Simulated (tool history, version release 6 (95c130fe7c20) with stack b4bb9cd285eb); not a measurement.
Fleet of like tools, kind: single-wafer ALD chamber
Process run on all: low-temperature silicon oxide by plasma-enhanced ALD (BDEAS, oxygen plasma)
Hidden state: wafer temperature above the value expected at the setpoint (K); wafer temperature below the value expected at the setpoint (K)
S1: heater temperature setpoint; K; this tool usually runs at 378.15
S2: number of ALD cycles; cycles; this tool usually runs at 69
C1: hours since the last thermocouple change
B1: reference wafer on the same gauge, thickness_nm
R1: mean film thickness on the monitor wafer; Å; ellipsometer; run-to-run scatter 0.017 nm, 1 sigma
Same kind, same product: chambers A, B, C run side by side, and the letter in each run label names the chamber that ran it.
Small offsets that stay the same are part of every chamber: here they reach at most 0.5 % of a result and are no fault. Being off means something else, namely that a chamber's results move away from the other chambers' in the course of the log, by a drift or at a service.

run 1B hour=12.8 | S1=378.15 S2=69 | C1=1907.8 | B1=9.3927 | R1=97.881
run 2A hour=20.1 | S1=378.15 S2=69 | C1=484.8 | B1=9.3998 | R1=97.044
run 3C hour=31 | S1=378.15 S2=69 | C1=987.2 | B1=9.3923 | R1=97.056
run 4B hour=43.2 | S1=378.15 S2=69 | C1=1938.2 | B1=9.3894 | R1=97.76
run 5A hour=56.7 | S1=378.15 S2=69 | C1=521.4 | B1=9.3914 | R1=97.059
run 6C hour=68.5 | S1=378.15 S2=69 | C1=1024.7 | B1=9.3908 | R1=97.302
run 7A hour=75.7 | S1=378.15 S2=69 | C1=540.4 | B1=9.3883 | R1=97.1
run 8C hour=86.3 | S1=378.15 S2=69 | C1=1042.5 | B1=9.3821 | R1=96.987
run 9B hour=94.7 | S1=378.15 S2=69 | C1=1989.7 | B1=9.3859 | R1=97.476
run 10C hour=110 | S1=378.15 S2=69 | C1=1066.2 | B1=9.3817 | R1=96.961
run 11A hour=125.1 | S1=383.15 S2=62 | C1=589.8 | B1=9.3777 | R1=86.519
run 12B hour=132.9 | S1=383.15 S2=62 | C1=2027.9 | B1=9.3774 | R1=86.61
run 13B hour=141.5 | S1=383.15 S2=62 | C1=2036.5 | B1=9.3733 | R1=86.858
run 14A hour=151.9 | S1=378.15 S2=69 | C1=616.6 | B1=9.3753 | R1=97.116
run 15C hour=165.2 | S1=378.15 S2=69 | C1=1121.4 | B1=9.3724 | R1=96.974
run 16B hour=180.6 | S1=378.15 S2=69 | C1=2075.6 | B1=9.3679 | R1=97.628
run 17C hour=195.1 | S1=378.15 S2=69 | C1=1151.3 | B1=9.3681 | R1=96.817
run 18A hour=206.6 | S1=378.15 S2=69 | C1=671.3 | B1=9.3691 | R1=96.913
-- hour=213.6 chamber B: thermocouple changed; heater temperature recalibrated
run 19B hour=214.9 | S1=378.15 S2=69 | C1=1.4 | B1=9.3664 | R1=97.189
run 20A hour=227.6 | S1=392.15 S2=69 | C1=692.3 | B1=9.3642 | R1=94.407
run 21C hour=237 | S1=392.15 S2=69 | C1=1193.2 | B1=9.36 | R1=94.384
run 22A hour=249.3 | S1=392.15 S2=69 | C1=714 | B1=9.3555 | R1=94.475
run 23B hour=264.4 | S1=378.15 S2=69 | C1=50.9 | B1=9.356 | R1=97.225
run 24C hour=277.5 | S1=378.15 S2=69 | C1=1233.7 | B1=9.358 | R1=96.736
run 25A hour=289.2 | S1=378.15 S2=69 | C1=753.9 | B1=9.3512 | R1=96.915
run 26C hour=302.7 | S1=386.15 S2=56 | C1=1258.9 | B1=9.3509 | R1=77.174
run 27B hour=312.3 | S1=386.15 S2=56 | C1=98.8 | B1=9.3528 | R1=77.744
run 28A hour=327.4 | S1=386.15 S2=56 | C1=792.1 | B1=9.3462 | R1=77.6
run 29C hour=335.8 | S1=370.15 S2=61 | C1=1292 | B1=9.3402 | R1=87.007
run 30B hour=349 | S1=370.15 S2=61 | C1=135.5 | B1=9.341 | R1=87.714
run 31C hour=357 | S1=370.15 S2=61 | C1=1313.2 | B1=9.3447 | R1=87.014
run 32B hour=365.4 | S1=378.15 S2=69 | C1=151.9 | B1=9.3448 | R1=96.904
run 33A hour=375.9 | S1=378.15 S2=69 | C1=840.6 | B1=9.3399 | R1=96.882
run 34C hour=391.4 | S1=378.15 S2=69 | C1=1347.6 | B1=9.3381 | R1=96.526

All chambers now run identical settings, listed one chamber a line with results as question marks. What results will each chamber show?
run 35A hour=402.6 | S1=378.15 S2=69 | R1=?
run 35B hour=402.6 | S1=378.15 S2=69 | R1=?
run 35C hour=402.6 | S1=378.15 S2=69 | R1=?

run=35A R1=96.957
run=35B R1=97.26
run=35C R1=96.455

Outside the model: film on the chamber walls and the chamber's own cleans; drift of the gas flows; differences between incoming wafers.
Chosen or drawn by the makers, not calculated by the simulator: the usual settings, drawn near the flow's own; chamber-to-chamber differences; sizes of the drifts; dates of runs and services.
